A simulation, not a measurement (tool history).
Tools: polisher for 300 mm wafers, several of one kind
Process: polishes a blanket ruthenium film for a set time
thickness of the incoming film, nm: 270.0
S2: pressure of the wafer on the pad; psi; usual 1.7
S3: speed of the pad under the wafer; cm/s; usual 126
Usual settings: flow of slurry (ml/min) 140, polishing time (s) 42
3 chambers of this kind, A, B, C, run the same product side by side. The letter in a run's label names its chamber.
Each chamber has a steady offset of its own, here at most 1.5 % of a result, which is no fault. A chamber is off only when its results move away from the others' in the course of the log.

run 1B hour=10.1 | flow_of_slurry_(ml/min)=140 S2=1.7 S3=126 polishing_time_(s)=42 | film_removed_(nm)=55.172
-- hour=17.8 chamber C: worn pad replaced by a new one
run 2A hour=17.9 | flow_of_slurry_(ml/min)=140 S2=1.7 S3=126 polishing_time_(s)=42 | film_removed_(nm)=56.401
run 3C hour=28.8 | flow_of_slurry_(ml/min)=140 S2=1.7 S3=126 polishing_time_(s)=42 | film_removed_(nm)=56.737
run 4B hour=40.2 | flow_of_slurry_(ml/min)=140 S2=1.7 S3=126 polishing_time_(s)=42 | film_removed_(nm)=56.690
-- hour=43.6 chamber B: worn pad replaced by a new one
run 5A hour=46.3 | flow_of_slurry_(ml/min)=140 S2=1.7 S3=126 polishing_time_(s)=42 | film_removed_(nm)=56.692
run 6C hour=55.0 | flow_of_slurry_(ml/min)=140 S2=1.7 S3=126 polishing_time_(s)=42 | film_removed_(nm)=55.765
run 7B hour=61.8 | flow_of_slurry_(ml/min)=140 S2=1.7 S3=126 polishing_time_(s)=42 | film_removed_(nm)=55.773
run 8C hour=70.2 | flow_of_slurry_(ml/min)=140 S2=1.7 S3=126 polishing_time_(s)=42 | film_removed_(nm)=57.654
-- hour=75.7 chamber C: worn pad replaced by a new one
run 9A hour=77.5 | flow_of_slurry_(ml/min)=170 S2=1.7 S3=126 polishing_time_(s)=32 | film_removed_(nm)=43.912
run 10A hour=84.8 | flow_of_slurry_(ml/min)=170 S2=1.7 S3=126 polishing_time_(s)=32 | film_removed_(nm)=42.744
-- hour=89.9 chamber A: head pressure recalibrated
run 11B hour=95.1 | flow_of_slurry_(ml/min)=170 S2=1.7 S3=126 polishing_time_(s)=32 | film_removed_(nm)=43.676
run 12C hour=103.0 | flow_of_slurry_(ml/min)=140 S2=1.7 S3=126 polishing_time_(s)=42 | film_removed_(nm)=56.272
-- hour=107.5 chamber B: worn pad replaced by a new one
run 13A hour=115.0 | flow_of_slurry_(ml/min)=140 S2=1.7 S3=126 polishing_time_(s)=42 | film_removed_(nm)=54.602
-- hour=121.8 chamber B: slurry nozzle cleaned
run 14C hour=122.7 | flow_of_slurry_(ml/min)=140 S2=1.7 S3=126 polishing_time_(s)=42 | film_removed_(nm)=57.147
run 15B hour=133.7 | flow_of_slurry_(ml/min)=140 S2=1.7 S3=126 polishing_time_(s)=42 | film_removed_(nm)=56.777
-- hour=134.1 chamber C: worn pad replaced by a new one
run 16C hour=145.3 | flow_of_slurry_(ml/min)=140 S2=1.7 S3=126 polishing_time_(s)=42 | film_removed_(nm)=55.692
run 17B hour=154.7 | flow_of_slurry_(ml/min)=140 S2=1.7 S3=126 polishing_time_(s)=42 | film_removed_(nm)=55.568
run 18A hour=167.4 | flow_of_slurry_(ml/min)=140 S2=1.7 S3=126 polishing_time_(s)=42 | film_removed_(nm)=51.908
-- hour=168.1 chamber B: worn pad replaced by a new one
run 19B hour=178.7 | flow_of_slurry_(ml/min)=140 S2=1.7 S3=126 polishing_time_(s)=42 | film_removed_(nm)=56.402
-- hour=180.6 chamber C: worn pad replaced by a new one
run 20A hour=188.6 | flow_of_slurry_(ml/min)=140 S2=1.7 S3=126 polishing_time_(s)=42 | film_removed_(nm)=51.236
run 21C hour=199.4 | flow_of_slurry_(ml/min)=140 S2=1.7 S3=126 polishing_time_(s)=42 | film_removed_(nm)=55.267
run 22A hour=205.5 | flow_of_slurry_(ml/min)=140 S2=1.7 S3=126 polishing_time_(s)=42 | film_removed_(nm)=50.770
run 23C hour=212.1 | flow_of_slurry_(ml/min)=140 S2=1.7 S3=126 polishing_time_(s)=42 | film_removed_(nm)=56.457
run 24B hour=223.3 | flow_of_slurry_(ml/min)=140 S2=1.7 S3=126 polishing_time_(s)=42 | film_removed_(nm)=55.714
run 25A hour=230.2 | flow_of_slurry_(ml/min)=140 S2=1.7 S3=126 polishing_time_(s)=42 | film_removed_(nm)=50.340

All 3 chambers run these settings next. Forecast each chamber's results:
run 26A hour=239.6 | flow_of_slurry_(ml/min)=140 S2=1.7 S3=88 polishing_time_(s)=42 | film_removed_(nm)=?
run 26B hour=239.6 | flow_of_slurry_(ml/min)=140 S2=1.7 S3=88 polishing_time_(s)=42 | film_removed_(nm)=?
run 26C hour=239.6 | flow_of_slurry_(ml/min)=140 S2=1.7 S3=88 polishing_time_(s)=42 | film_removed_(nm)=?

run=26A film_removed_(nm)=34.498
run=26B film_removed_(nm)=39.468
run=26C film_removed_(nm)=40.010
